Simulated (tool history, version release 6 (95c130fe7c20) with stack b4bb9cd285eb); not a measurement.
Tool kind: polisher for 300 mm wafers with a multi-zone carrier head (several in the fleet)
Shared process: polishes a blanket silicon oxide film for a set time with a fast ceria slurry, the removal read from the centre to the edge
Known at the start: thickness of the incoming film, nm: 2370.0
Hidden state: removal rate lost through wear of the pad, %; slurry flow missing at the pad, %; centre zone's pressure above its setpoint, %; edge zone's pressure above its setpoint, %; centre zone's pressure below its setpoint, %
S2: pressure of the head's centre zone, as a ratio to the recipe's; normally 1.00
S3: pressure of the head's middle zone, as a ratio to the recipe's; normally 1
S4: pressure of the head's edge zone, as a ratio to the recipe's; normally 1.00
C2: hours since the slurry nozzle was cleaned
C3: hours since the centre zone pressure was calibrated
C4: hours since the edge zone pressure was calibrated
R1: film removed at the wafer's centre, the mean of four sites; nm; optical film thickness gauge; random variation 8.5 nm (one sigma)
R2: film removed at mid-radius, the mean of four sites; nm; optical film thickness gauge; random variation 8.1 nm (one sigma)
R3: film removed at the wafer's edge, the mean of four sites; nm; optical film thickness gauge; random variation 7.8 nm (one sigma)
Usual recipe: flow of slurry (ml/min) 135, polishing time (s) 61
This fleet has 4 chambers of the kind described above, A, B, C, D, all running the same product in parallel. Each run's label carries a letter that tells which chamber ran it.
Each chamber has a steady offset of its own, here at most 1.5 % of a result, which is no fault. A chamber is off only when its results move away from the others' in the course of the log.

-- hour=1.9 chamber B: worn pad replaced by a new one
run 1B hour=11.4 | flow_of_slurry_(ml/min)=135 S2=1.00 S3=1 S4=1.00 polishing_time_(s)=61 | wafers_polished_on_this_pad=85 C2=110.2 C3=323.8 C4=141.1 | R1=700.44 R2=700.75 R3=679.76
run 2A hour=21.4 | flow_of_slurry_(ml/min)=135 S2=1.00 S3=1 S4=1.00 polishing_time_(s)=61 | wafers_polished_on_this_pad=856 C2=263.2 C3=1102.9 C4=404.0 | R1=688.20 R2=701.75 R3=700.24
run 3D hour=28.0 | flow_of_slurry_(ml/min)=135 S2=1.00 S3=1 S4=1.00 polishing_time_(s)=61 | wafers_polished_on_this_pad=546 C2=566.1 C3=1018.6 C4=544.3 | R1=702.46 R2=697.05 R3=696.18
run 4C hour=34.3 | flow_of_slurry_(ml/min)=135 S2=1.00 S3=1 S4=1.00 polishing_time_(s)=61 | wafers_polished_on_this_pad=381 C2=566.1 C3=1284.3 C4=235.7 | R1=716.70 R2=701.16 R3=702.59
run 5D hour=41.4 | flow_of_slurry_(ml/min)=155 S2=1.00 S3=1 S4=1.05 polishing_time_(s)=61 | wafers_polished_on_this_pad=666 C2=579.5 C3=1032.0 C4=557.7 | R1=747.06 R2=725.47 R3=741.42
-- hour=44.1 chamber A: centre zone pressure recalibrated
-- hour=48.8 chamber C: worn pad replaced by a new one
run 6C hour=51.2 | flow_of_slurry_(ml/min)=155 S2=1.00 S3=1 S4=1.05 polishing_time_(s)=61 | wafers_polished_on_this_pad=21 C2=583.0 C3=1301.2 C4=252.6 | R1=733.31 R2=731.19 R3=727.89
-- hour=52.5 chamber B: worn pad replaced by a new one
run 7B hour=59.5 | flow_of_slurry_(ml/min)=155 S2=1.00 S3=1 S4=1.05 polishing_time_(s)=61 | wafers_polished_on_this_pad=63 C2=158.3 C3=371.9 C4=189.2 | R1=734.68 R2=722.29 R3=712.42
-- hour=62.1 chamber C: slurry nozzle cleaned
run 8A hour=67.3 | flow_of_slurry_(ml/min)=155 S2=1.00 S3=1 S4=1.05 polishing_time_(s)=61 | wafers_polished_on_this_pad=1267 C2=309.1 C3=23.2 C4=449.9 | R1=715.70 R2=718.27 R3=737.37
run 9C hour=73.2 | flow_of_slurry_(ml/min)=135 S2=1.00 S3=1 S4=1.00 polishing_time_(s)=61 | wafers_polished_on_this_pad=218 C2=11.1 C3=1323.2 C4=274.6 | R1=710.19 R2=699.21 R3=694.94
run 10A hour=79.0 | flow_of_slurry_(ml/min)=135 S2=1.00 S3=1 S4=1.00 polishing_time_(s)=61 | wafers_polished_on_this_pad=1372 C2=320.8 C3=34.9 C4=461.6 | R1=692.88 R2=697.60 R3=688.71
run 11D hour=86.7 | flow_of_slurry_(ml/min)=135 S2=1.00 S3=1 S4=0.91 polishing_time_(s)=61 | wafers_polished_on_this_pad=1073 C2=624.8 C3=1077.3 C4=603.0 | R1=714.28 R2=684.37 R3=662.54
-- hour=87.1 chamber A: worn pad replaced by a new one
run 12B hour=93.4 | flow_of_slurry_(ml/min)=135 S2=1.00 S3=1 S4=0.91 polishing_time_(s)=61 | wafers_polished_on_this_pad=366 C2=192.2 C3=405.8 C4=223.1 | R1=711.03 R2=690.85 R3=653.90
-- hour=99.8 chamber D: worn pad replaced by a new one
run 13D hour=102.3 | flow_of_slurry_(ml/min)=135 S2=1.00 S3=1 S4=0.91 polishing_time_(s)=61 | wafers_polished_on_this_pad=22 C2=640.4 C3=1092.9 C4=618.6 | R1=709.56 R2=699.02 R3=657.00
-- hour=111.3 chamber B: worn pad replaced by a new one
run 14B hour=112.0 | flow_of_slurry_(ml/min)=135 S2=1.00 S3=1 S4=0.91 polishing_time_(s)=61 | wafers_polished_on_this_pad=7 C2=210.8 C3=424.4 C4=241.7 | R1=701.74 R2=711.25 R3=658.58
-- hour=112.9 chamber C: worn pad replaced by a new one
run 15C hour=120.0 | flow_of_slurry_(ml/min)=135 S2=1.00 S3=1 S4=1.00 polishing_time_(s)=61 | wafers_polished_on_this_pad=64 C2=57.9 C3=1370.0 C4=321.4 | R1=710.46 R2=693.64 R3=697.24
run 16A hour=129.7 | flow_of_slurry_(ml/min)=135 S2=1.00 S3=1 S4=1.00 polishing_time_(s)=61 | wafers_polished_on_this_pad=381 C2=371.5 C3=85.6 C4=512.3 | R1=699.70 R2=716.58 R3=688.66
-- hour=131.8 chamber D: centre zone pressure recalibrated
run 17C hour=138.2 | flow_of_slurry_(ml/min)=135 S2=0.91 S3=1 S4=1.05 polishing_time_(s)=61 | wafers_polished_on_this_pad=227 C2=76.1 C3=1388.2 C4=339.6 | R1=645.08 R2=711.70 R3=715.18
run 18B hour=150.6 | flow_of_slurry_(ml/min)=135 S2=0.91 S3=1 S4=1.05 polishing_time_(s)=61 | wafers_polished_on_this_pad=353 C2=249.4 C3=463.0 C4=280.3 | R1=624.81 R2=693.72 R3=730.75
run 19A hour=160.2 | flow_of_slurry_(ml/min)=135 S2=0.91 S3=1 S4=1.05 polishing_time_(s)=61 | wafers_polished_on_this_pad=655 C2=402.0 C3=116.1 C4=542.8 | R1=627.18 R2=696.04 R3=717.23
run 20D hour=171.5 | flow_of_slurry_(ml/min)=135 S2=0.91 S3=1 S4=1.05 polishing_time_(s)=61 | wafers_polished_on_this_pad=642 C2=709.6 C3=39.8 C4=687.8 | R1=573.50 R2=706.82 R3=712.91
-- hour=174.1 chamber C: worn pad replaced by a new one
-- hour=176.5 chamber B: worn pad replaced by a new one
run 21D hour=178.1 | flow_of_slurry_(ml/min)=135 S2=1.00 S3=1 S4=1.00 polishing_time_(s)=61 | wafers_polished_on_this_pad=701 C2=716.2 C3=46.4 C4=694.4 | R1=639.04 R2=694.18 R3=707.36
run 22B hour=190.0 | flow_of_slurry_(ml/min)=135 S2=1.00 S3=1 S4=1.00 polishing_time_(s)=54 | wafers_polished_on_this_pad=121 C2=288.8 C3=502.4 C4=319.7 | R1=615.91 R2=610.64 R3=599.86
run 23A hour=197.4 | flow_of_slurry_(ml/min)=135 S2=1.00 S3=1 S4=1.00 polishing_time_(s)=54 | wafers_polished_on_this_pad=988 C2=439.2 C3=153.3 C4=580.0 | R1=611.40 R2=626.63 R3=617.72
-- hour=202.4 chamber D: slurry nozzle cleaned
run 24C hour=203.1 | flow_of_slurry_(ml/min)=135 S2=1.00 S3=1 S4=1.00 polishing_time_(s)=54 | wafers_polished_on_this_pad=260 C2=141.0 C3=1453.1 C4=404.5 | R1=625.69 R2=617.96 R3=621.51
-- hour=207.6 chamber C: centre zone pressure recalibrated
run 25D hour=213.2 | flow_of_slurry_(ml/min)=135 S2=1.00 S3=1 S4=1.00 polishing_time_(s)=54 | wafers_polished_on_this_pad=1016 C2=10.9 C3=81.5 C4=729.5 | R1=566.98 R2=629.44 R3=628.11
run 26A hour=223.9 | flow_of_slurry_(ml/min)=135 S2=1.00 S3=1 S4=1.00 polishing_time_(s)=69 | wafers_polished_on_this_pad=1226 C2=465.7 C3=179.8 C4=606.5 | R1=788.96 R2=786.57 R3=788.62
run 27B hour=229.5 | flow_of_slurry_(ml/min)=135 S2=1.00 S3=1 S4=1.00 polishing_time_(s)=69 | wafers_polished_on_this_pad=475 C2=328.3 C3=541.9 C4=359.2 | R1=773.24 R2=792.88 R3=769.03
-- hour=232.0 chamber C: worn pad replaced by a new one
-- hour=235.9 chamber D: worn pad replaced by a new one
run 28C hour=238.1 | flow_of_slurry_(ml/min)=135 S2=1.00 S3=1 S4=1.00 polishing_time_(s)=69 | wafers_polished_on_this_pad=55 C2=176.0 C3=30.6 C4=439.5 | R1=790.82 R2=794.70 R3=781.37
-- hour=241.3 chamber B: worn pad replaced by a new one
-- hour=245.6 chamber A: worn pad replaced by a new one
run 29C hour=249.0 | flow_of_slurry_(ml/min)=135 S2=1.00 S3=1 S4=1.00 polishing_time_(s)=69 | wafers_polished_on_this_pad=153 C2=186.9 C3=41.5 C4=450.4 | R1=796.03 R2=790.91 R3=791.01
run 30A hour=254.7 | flow_of_slurry_(ml/min)=135 S2=1.00 S3=1 S4=1.00 polishing_time_(s)=61 | wafers_polished_on_this_pad=82 C2=496.5 C3=210.6 C4=637.3 | R1=695.29 R2=693.80 R3=691.50
run 31B hour=265.7 | flow_of_slurry_(ml/min)=135 S2=1.00 S3=1 S4=1.00 polishing_time_(s)=61 | wafers_polished_on_this_pad=219 C2=364.5 C3=578.1 C4=395.4 | R1=699.12 R2=698.14 R3=694.55
run 32D hour=273.6 | flow_of_slurry_(ml/min)=135 S2=1.00 S3=1 S4=1.00 polishing_time_(s)=61 | wafers_polished_on_this_pad=338 C2=71.3 C3=141.9 C4=789.9 | R1=648.52 R2=705.22 R3=699.28
run 33B hour=279.3 | flow_of_slurry_(ml/min)=135 S2=1.00 S3=1 S4=1.00 polishing_time_(s)=61 | wafers_polished_on_this_pad=341 C2=378.1 C3=591.7 C4=409.0 | R1=694.32 R2=692.71 R3=691.35
run 34C hour=285.1 | flow_of_slurry_(ml/min)=135 S2=1.00 S3=1 S4=1.00 polishing_time_(s)=61 | wafers_polished_on_this_pad=476 C2=223.0 C3=77.6 C4=486.5 | R1=709.40 R2=701.56 R3=699.33

Is one chamber out of step, is the gauge drifting, or do the chambers differ by no more than their own small offsets? For an off chamber, give its letter and the likeliest cause.

The work done on chamber D during a service left it standing apart from the others.
What lies behind it: centre zone's pressure below its setpoint, % = 8.53.

Below are 4 candidate recipes for chamber D's next run, each the usual settings with a change, their results shown as question marks. Which of them brings D's results back in line with what the other chambers give on the usual settings?
In line means no further than this from the other chambers' mean on the usual settings: R1 30.00 nm; R2 28.00 nm; R3 27.00 nm
run 35D-1 hour=294.3 | flow_of_slurry_(ml/min)=145 S2=1.16 S3=0.96 S4=0.95 polishing_time_(s)=62 | R1=? R2=? R3=?
run 35D-2 hour=294.3 | flow_of_slurry_(ml/min)=140 S2=1.07 S3=0.99 S4=0.98 polishing_time_(s)=61 | R1=? R2=? R3=?
run 35D-3 hour=294.3 | flow_of_slurry_(ml/min)=125 S2=0.86 S3=1.03 S4=1.05 polishing_time_(s)=61 | R1=? R2=? R3=?
run 35D-4 hour=294.3 | flow_of_slurry_(ml/min)=130 S2=0.93 S3=1.01 S4=1.02 polishing_time_(s)=61 | R1=? R2=? R3=?

The other chambers' mean on the usual settings: R1 700.65 nm; R2 699.01 nm; R3 695.05 nm
run=35D-1 R1=777.96 R2=694.95 R3=697.94
run=35D-2 R1=695.33 R2=698.87 R3=694.00
run=35D-3 R1=530.77 R2=708.11 R3=706.94
run=35D-4 R1=585.05 R2=701.26 R3=700.63
It is 35D-2 that realigns the chamber with its peers.
